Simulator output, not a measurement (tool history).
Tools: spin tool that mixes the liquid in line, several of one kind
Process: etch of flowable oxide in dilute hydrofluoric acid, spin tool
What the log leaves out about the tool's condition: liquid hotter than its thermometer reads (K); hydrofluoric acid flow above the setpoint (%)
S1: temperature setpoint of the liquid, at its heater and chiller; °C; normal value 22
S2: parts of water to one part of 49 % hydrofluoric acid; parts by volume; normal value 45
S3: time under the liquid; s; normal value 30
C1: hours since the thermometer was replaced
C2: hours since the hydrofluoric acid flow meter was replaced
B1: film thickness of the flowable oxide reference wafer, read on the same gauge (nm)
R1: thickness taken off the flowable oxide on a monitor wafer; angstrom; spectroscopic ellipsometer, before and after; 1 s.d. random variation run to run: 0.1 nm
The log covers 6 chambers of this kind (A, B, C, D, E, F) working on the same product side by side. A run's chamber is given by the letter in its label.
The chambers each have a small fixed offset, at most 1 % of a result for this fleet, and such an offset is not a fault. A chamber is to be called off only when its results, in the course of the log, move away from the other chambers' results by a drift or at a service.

At day 0.383: chamber B: hydrofluoric acid flow meter replaced.
Run 1D, day 0.662: usual settings; C1 301.9; C2 206.9; B1 69.991. Result: R1 313.62 angstrom.
Run 2A, day 1.325: usual settings; C1 640.6; C2 1070.4; B1 70.004. Result: R1 314.21 angstrom.
Run 3F, day 1.825: usual settings; C1 748.3; C2 357.7; B1 70. Result: R1 312.81 angstrom.
Run 4C, day 2.238: usual settings; C1 54.2; C2 567.9; B1 70.003. Result: R1 314.11 angstrom.
Run 5B, day 2.833: usual settings; C1 1323.3; C2 58.9; B1 70.025. Result: R1 314.85 angstrom.
Run 6E, day 3.45: usual settings; C1 158; C2 183.3; B1 70.013. Result: R1 314.69 angstrom.
Run 7C, day 3.929: usual settings; C1 94.8; C2 608.5; B1 70.019. Result: R1 312.22 angstrom.
Run 8D, day 4.538: usual settings; C1 394.9; C2 299.9; B1 69.986. Result: R1 313.22 angstrom.
Run 9E, day 5.15: usual settings; C1 198.8; C2 224.1; B1 69.99. Result: R1 312.26 angstrom.
Run 10F, day 5.458: usual settings but S1 20 °C; C1 835.5; C2 444.9; B1 70.004. Result: R1 286.73 angstrom.
Run 11A, day 5.829: usual settings but S1 20 °C; C1 748.7; C2 1178.5; B1 69.979. Result: R1 287.07 angstrom.
Run 12B, day 6.283: usual settings but S1 20 °C; C1 1406.1; C2 141.7; B1 70.003. Result: R1 288.17 angstrom.
Run 13B, day 6.904: usual settings but S1 20 °C; C1 1421; C2 156.6; B1 70.005. Result: R1 288.59 angstrom.
Run 14D, day 7.367: usual settings but S1 20 °C; C1 462.8; C2 367.8; B1 70.018. Result: R1 287.52 angstrom.
Run 15C, day 7.662: usual settings but S1 20 °C; C1 184.4; C2 698.1; B1 70.026. Result: R1 288.82 angstrom.
Run 16E, day 8.038: usual settings; C1 268.1; C2 293.4; B1 69.989. Result: R1 314.68 angstrom.
Run 17F, day 8.704: usual settings; C1 913.4; C2 522.8; B1 69.982. Result: R1 311.64 angstrom.
At day 9.338: chamber F: hydrofluoric acid flow meter replaced.
Run 18A, day 9.354: usual settings but S1 25 °C; C1 833.3; C2 1263.1; B1 70.004. Result: R1 354.81 angstrom.
At day 9.617: chamber B: thermometer replaced.
Run 19D, day 9.833: usual settings but S1 25 °C; C1 522; C2 427; B1 70.014. Result: R1 354.84 angstrom.
Run 20B, day 10.254: usual settings but S1 25 °C; C1 15.4; C2 237; B1 69.995. Result: R1 355.24 angstrom.
Run 21E, day 10.892: usual settings but S1 25 °C; C1 336.6; C2 361.9; B1 70.014. Result: R1 357.77 angstrom.
Run 22F, day 11.421: usual settings but S1 25 °C; C1 978.6; C2 50.1; B1 69.977. Result: R1 353.48 angstrom.
Run 23C, day 11.771: usual settings but S1 25 °C; C1 283; C2 796.7; B1 69.998. Result: R1 352.76 angstrom.
Run 24A, day 12.121: usual settings; C1 899.7; C2 1329.5; B1 69.978. Result: R1 314.37 angstrom.
Run 25C, day 12.629: usual settings; C1 303.6; C2 817.3; B1 69.975. Result: R1 313.93 angstrom.
At day 12.712: chamber C: hydrofluoric acid flow meter replaced.
Run 26E, day 13.129: usual settings; C1 390.3; C2 415.6; B1 70.001. Result: R1 315.18 angstrom.
Run 27A, day 13.779: usual settings; C1 939.5; C2 1369.3; B1 69.989. Result: R1 313.25 angstrom.
At day 13.879: chamber E: hydrofluoric acid flow meter replaced.
Run 28D, day 14.154: usual settings; C1 625.7; C2 530.7; B1 70.014. Result: R1 311.83 angstrom.
Run 29B, day 14.658: usual settings; C1 121.1; C2 342.7; B1 69.98. Result: R1 311.77 angstrom.
Run 30F, day 14.95: usual settings; C1 1063.3; C2 134.8; B1 70.021. Result: R1 313.65 angstrom.
Run 31A, day 15.321: usual settings; C1 976.5; C2 1406.3; B1 70.011. Result: R1 315.1 angstrom.
Run 32E, day 15.679: usual settings; C1 451.5; C2 43.3; B1 70.038. Result: R1 314.54 angstrom.
At day 15.692: chamber A: hydrofluoric acid flow meter replaced.
Run 33B, day 16.212: usual settings; C1 158.4; C2 380; B1 70.004. Result: R1 311.73 angstrom.
At day 16.588: chamber B: hydrofluoric acid flow meter replaced.
Run 34F, day 16.592: usual settings; C1 1102.7; C2 174.2; B1 70.001. Result: R1 313.16 angstrom.
Run 35D, day 17.092: usual settings; C1 696.2; C2 601.2; B1 69.992. Result: R1 313.14 angstrom.
Run 36C, day 17.438: usual settings; C1 419; C2 113.5; B1 70.018. Result: R1 312.48 angstrom.
Run 37A, day 17.875: usual settings; C1 1037.8; C2 52.4; B1 69.974. Result: R1 314.18 angstrom.
Run 38E, day 18.208: usual settings; C1 512.2; C2 104; B1 69.981. Result: R1 316.31 angstrom.
Run 39B, day 18.612: usual settings; C1 216; C2 48.7; B1 70.013. Result: R1 311.66 angstrom.
Run 40C, day 18.938: usual settings; C1 455; C2 149.5; B1 69.991. Result: R1 312.67 angstrom.

Read the log: is a single chamber off, either drifting away or since a service, is the gauge that measures every chamber drifting, or is nothing wrong beyond small per-chamber offsets? Name any odd chamber and what most likely caused it.

No chamber stands off beyond its own small offset, and the gauge holds steady.

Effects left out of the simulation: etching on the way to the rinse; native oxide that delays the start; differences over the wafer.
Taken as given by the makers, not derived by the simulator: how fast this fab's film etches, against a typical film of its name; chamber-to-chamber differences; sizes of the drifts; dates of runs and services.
